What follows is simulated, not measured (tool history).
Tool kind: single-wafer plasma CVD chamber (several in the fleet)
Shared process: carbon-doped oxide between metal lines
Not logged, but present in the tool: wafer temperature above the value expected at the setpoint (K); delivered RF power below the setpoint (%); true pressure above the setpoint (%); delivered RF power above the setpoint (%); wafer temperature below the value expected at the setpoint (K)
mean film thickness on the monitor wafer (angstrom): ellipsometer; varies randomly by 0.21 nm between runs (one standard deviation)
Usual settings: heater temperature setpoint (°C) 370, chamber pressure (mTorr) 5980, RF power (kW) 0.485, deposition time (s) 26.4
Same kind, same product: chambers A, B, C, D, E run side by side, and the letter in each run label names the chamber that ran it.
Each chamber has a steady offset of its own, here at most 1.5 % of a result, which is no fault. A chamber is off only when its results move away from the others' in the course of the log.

| run | day | heater temperature setpoint (°C) | chamber pressure (mTorr) | RF power (kW) | deposition time (s) | hours since the last thermocouple change | hours since the last RF generator calibration | hours since the last manometer calibration | read-back reference wafer on the same gauge, thickness_nm | mean film thickness on the monitor wafer (angstrom) |
|---|---|---|---|---|---|---|---|---|---|---|
| 1D | 0.342 | 370 | 5980 | 0.485 | 26.4 | 531.0 | 1860.2 | 576.3 | 154.05 | 1301.3 |
| 2B | 0.617 | 370 | 5980 | 0.485 | 26.4 | 388.3 | 1307.4 | 34.8 | 154.03 | 1284.0 |
| 3E | 0.858 | 370 | 5980 | 0.485 | 26.4 | 868.1 | 171.7 | 868.3 | 154.00 | 1301.5 |
| 4C | 1.183 | 370 | 5980 | 0.485 | 26.4 | 716.4 | 1641.5 | 154.4 | 154.06 | 1273.5 |
|  | 1.446 | chamber A: capacitance manometer re-zeroed and calibrated |
| 5A | 1.483 | 370 | 5980 | 0.485 | 30.3 | 59.6 | 1511.0 | 1.0 | 154.09 | 1460.1 |
| 6C | 1.717 | 370 | 5980 | 0.485 | 30.3 | 729.2 | 1654.3 | 167.2 | 154.16 | 1462.5 |
| 7D | 1.971 | 370 | 5980 | 0.485 | 30.3 | 570.1 | 1899.3 | 615.4 | 154.14 | 1487.2 |
| 8A | 2.317 | 370 | 5980 | 0.485 | 30.3 | 79.6 | 1531.0 | 21.0 | 154.23 | 1456.7 |
| 9B | 2.596 | 370 | 5980 | 0.485 | 30.3 | 435.8 | 1354.9 | 82.3 | 154.23 | 1470.2 |
| 10E | 2.992 | 370 | 5980 | 0.485 | 26.4 | 919.3 | 222.9 | 919.5 | 154.27 | 1306.9 |
| 11E | 3.421 | 370 | 5980 | 0.485 | 26.4 | 929.6 | 233.2 | 929.8 | 154.33 | 1306.3 |
| 12B | 3.650 | 370 | 5980 | 0.485 | 26.4 | 461.1 | 1380.2 | 107.6 | 154.36 | 1283.7 |
|  | 4.079 | chamber D: RF generator calibrated |
| 13A | 4.125 | 370 | 4970 | 0.485 | 26.4 | 123.0 | 1574.4 | 64.4 | 154.33 | 1243.6 |
| 14D | 4.358 | 370 | 4970 | 0.485 | 26.4 | 627.4 | 6.7 | 672.7 | 154.39 | 1273.3 |
| 15C | 4.825 | 370 | 4970 | 0.485 | 26.4 | 803.8 | 1728.9 | 241.8 | 154.41 | 1249.2 |
| 16D | 5.188 | 370 | 4970 | 0.485 | 26.4 | 647.3 | 26.6 | 692.6 | 154.38 | 1273.5 |
| 17A | 5.679 | 370 | 4970 | 0.485 | 26.4 | 160.3 | 1611.7 | 101.7 | 154.41 | 1245.3 |
| 18C | 6.112 | 363 | 5980 | 0.520 | 26.4 | 834.7 | 1759.8 | 272.7 | 154.42 | 1360.1 |
| 19E | 6.350 | 363 | 5980 | 0.520 | 26.4 | 999.9 | 303.5 | 1000.1 | 154.50 | 1387.7 |
| 20B | 6.762 | 363 | 5980 | 0.520 | 26.4 | 535.8 | 1454.9 | 182.3 | 154.57 | 1372.9 |
| 21E | 7.150 | 363 | 5980 | 0.520 | 26.4 | 1019.1 | 322.7 | 1019.3 | 154.54 | 1396.7 |
| 22A | 7.388 | 363 | 5980 | 0.520 | 26.4 | 201.3 | 1652.7 | 142.7 | 154.62 | 1355.1 |
| 23C | 7.750 | 370 | 5980 | 0.485 | 26.4 | 874.0 | 1799.1 | 312.0 | 154.59 | 1280.7 |
| 24D | 8.004 | 370 | 5980 | 0.485 | 26.4 | 714.9 | 94.2 | 760.2 | 154.63 | 1306.0 |
| 25B | 8.392 | 370 | 5980 | 0.485 | 26.4 | 574.9 | 1494.0 | 221.4 | 154.72 | 1287.6 |
| 26D | 8.642 | 370 | 5980 | 0.550 | 21.5 | 730.2 | 109.5 | 775.5 | 154.75 | 1152.5 |
| 27C | 9.117 | 370 | 5980 | 0.550 | 21.5 | 906.8 | 1831.9 | 344.8 | 154.71 | 1130.0 |
| 28B | 9.375 | 370 | 5980 | 0.550 | 21.5 | 598.5 | 1517.6 | 245.0 | 154.78 | 1142.2 |
| 29A | 9.879 | 370 | 5980 | 0.550 | 21.5 | 261.1 | 1712.5 | 202.5 | 154.72 | 1128.6 |
|  | 9.958 | chamber B: RF generator calibrated |
| 30E | 10.296 | 370 | 5980 | 0.550 | 21.5 | 1094.6 | 398.2 | 1094.8 | 154.88 | 1154.7 |
| 31D | 10.704 | 359 | 5090 | 0.485 | 26.4 | 779.7 | 159.0 | 825.0 | 154.86 | 1318.0 |
| 32E | 11.138 | 359 | 5090 | 0.485 | 26.4 | 1114.8 | 418.4 | 1115.0 | 154.89 | 1324.1 |
| 33B | 11.562 | 359 | 5090 | 0.485 | 26.4 | 651.0 | 38.6 | 297.5 | 154.87 | 1299.9 |
| 34A | 11.925 | 359 | 5090 | 0.485 | 26.4 | 310.2 | 1761.6 | 251.6 | 154.99 | 1288.7 |
| 35C | 12.338 | 359 | 5090 | 0.485 | 26.4 | 984.1 | 1909.2 | 422.1 | 154.94 | 1295.1 |

Which is it: a chamber that has drifted or been left off by a service, a gauge drift common to all chambers, or only each chamber's usual small offset? If a chamber is off, name it and its likeliest cause.

None of the chambers is off. What moves is the gauge, dragging all their readings along together.
Cause: gauge reads high (%) = 0.659.
